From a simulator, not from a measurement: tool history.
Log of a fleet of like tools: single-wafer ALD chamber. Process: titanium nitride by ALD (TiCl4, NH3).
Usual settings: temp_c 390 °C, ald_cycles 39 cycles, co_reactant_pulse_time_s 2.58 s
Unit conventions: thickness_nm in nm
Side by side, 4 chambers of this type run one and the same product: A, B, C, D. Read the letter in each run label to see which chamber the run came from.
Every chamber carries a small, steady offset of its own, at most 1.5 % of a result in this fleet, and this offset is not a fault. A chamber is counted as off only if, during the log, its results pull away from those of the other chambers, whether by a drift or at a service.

| run | hour | temp_c | ald_cycles | co_reactant_pulse_time_s | hours since the last thermocouple change | read-back reference wafer on the same gauge, thickness_nm | thickness_nm |
|---|---|---|---|---|---|---|---|
| 1A | 13.8 | 390 | 39 | 2.58 | 894 | 1.0013 | 0.86076 |
| 2D | 23.4 | 390 | 39 | 2.58 | 62.3 | 1.0012 | 0.86798 |
| 3C | 30.5 | 390 | 39 | 2.58 | 1386.4 | 1.0014 | 0.87102 |
| 4B | 43.1 | 390 | 39 | 2.58 | 1110.4 | 1.0015 | 0.86287 |
| 5A | 58.2 | 390 | 39 | 2.58 | 938.4 | 1.0018 | 0.86265 |
| 6D | 70 | 390 | 39 | 2.58 | 108.9 | 1.002 | 0.86788 |
| 7C | 77.5 | 390 | 39 | 2.58 | 1433.4 | 1.0021 | 0.87242 |
| 8B | 91.1 | 390 | 39 | 2.58 | 1158.4 | 1.0019 | 0.8639 |
| 9B | 105.6 | 390 | 39 | 2.58 | 1172.9 | 1.0022 | 0.86236 |
| 10C | 113.1 | 390 | 39 | 2.58 | 1469 | 1.0025 | 0.87134 |
| 11D | 120.6 | 390 | 39 | 2.58 | 159.5 | 1.0026 | 0.86708 |
| 12A | 133.1 | 390 | 39 | 2.58 | 1013.3 | 1.0027 | 0.86276 |
| 13C | 140.2 | 390 | 39 | 2.58 | 1496.1 | 1.0029 | 0.87112 |
| 14D | 154 | 390 | 42 | 2.58 | 192.9 | 1.0027 | 0.9341 |
| 15A | 166.8 | 390 | 42 | 2.58 | 1047 | 1.003 | 0.93028 |
| 16B | 174.7 | 390 | 42 | 2.58 | 1242 | 1.003 | 0.93129 |
| 17B | 185.5 | 390 | 42 | 2.58 | 1252.8 | 1.0031 | 0.92923 |
| 18C | 193.9 | 390 | 39 | 2.58 | 1549.8 | 1.0029 | 0.87179 |
| 19A | 203.5 | 380 | 39 | 1.9 | 1083.7 | 1.0035 | 0.84208 |
| 20D | 215.4 | 380 | 39 | 1.9 | 254.3 | 1.0036 | 0.84807 |
| 21D | 223.7 | 380 | 39 | 1.9 | 262.6 | 1.0035 | 0.8471 |
| 22C | 237.1 | 380 | 39 | 1.9 | 1593 | 1.0037 | 0.85241 |
| 23A | 248.3 | 390 | 39 | 2.58 | 1128.5 | 1.0037 | 0.86141 |
| 24B | 260.2 | 390 | 39 | 2.58 | 1327.5 | 1.0042 | 0.86457 |
| 25D | 271.9 | 390 | 39 | 2.58 | 310.8 | 1.0038 | 0.86879 |
| 26B | 283.9 | 390 | 39 | 2.58 | 1351.2 | 1.0041 | 0.8645 |
| 27A | 297 | 390 | 39 | 2.58 | 1177.2 | 1.0045 | 0.86254 |
| 28C | 308.6 | 390 | 39 | 2.58 | 1664.5 | 1.0048 | 0.87495 |
| 29B | 322.1 | 390 | 36 | 3.09 | 1389.4 | 1.0049 | 0.80471 |
| 30A | 332.7 | 390 | 36 | 3.09 | 1212.9 | 1.0046 | 0.80166 |
| 31D | 340.1 | 390 | 36 | 3.09 | 379 | 1.0049 | 0.80922 |
| 32C | 350 | 390 | 36 | 3.09 | 1705.9 | 1.0051 | 0.81266 |

Does one chamber stand apart from the rest, does the shared gauge drift, or is all well apart from small per-chamber offsets? Give the chamber and the most likely cause, where there is one.

Every chamber seems to shift together because the gauge that measures them all drifts; the chambers themselves are fine.
Most likely cause: gauge reads high (%) = 0.416.

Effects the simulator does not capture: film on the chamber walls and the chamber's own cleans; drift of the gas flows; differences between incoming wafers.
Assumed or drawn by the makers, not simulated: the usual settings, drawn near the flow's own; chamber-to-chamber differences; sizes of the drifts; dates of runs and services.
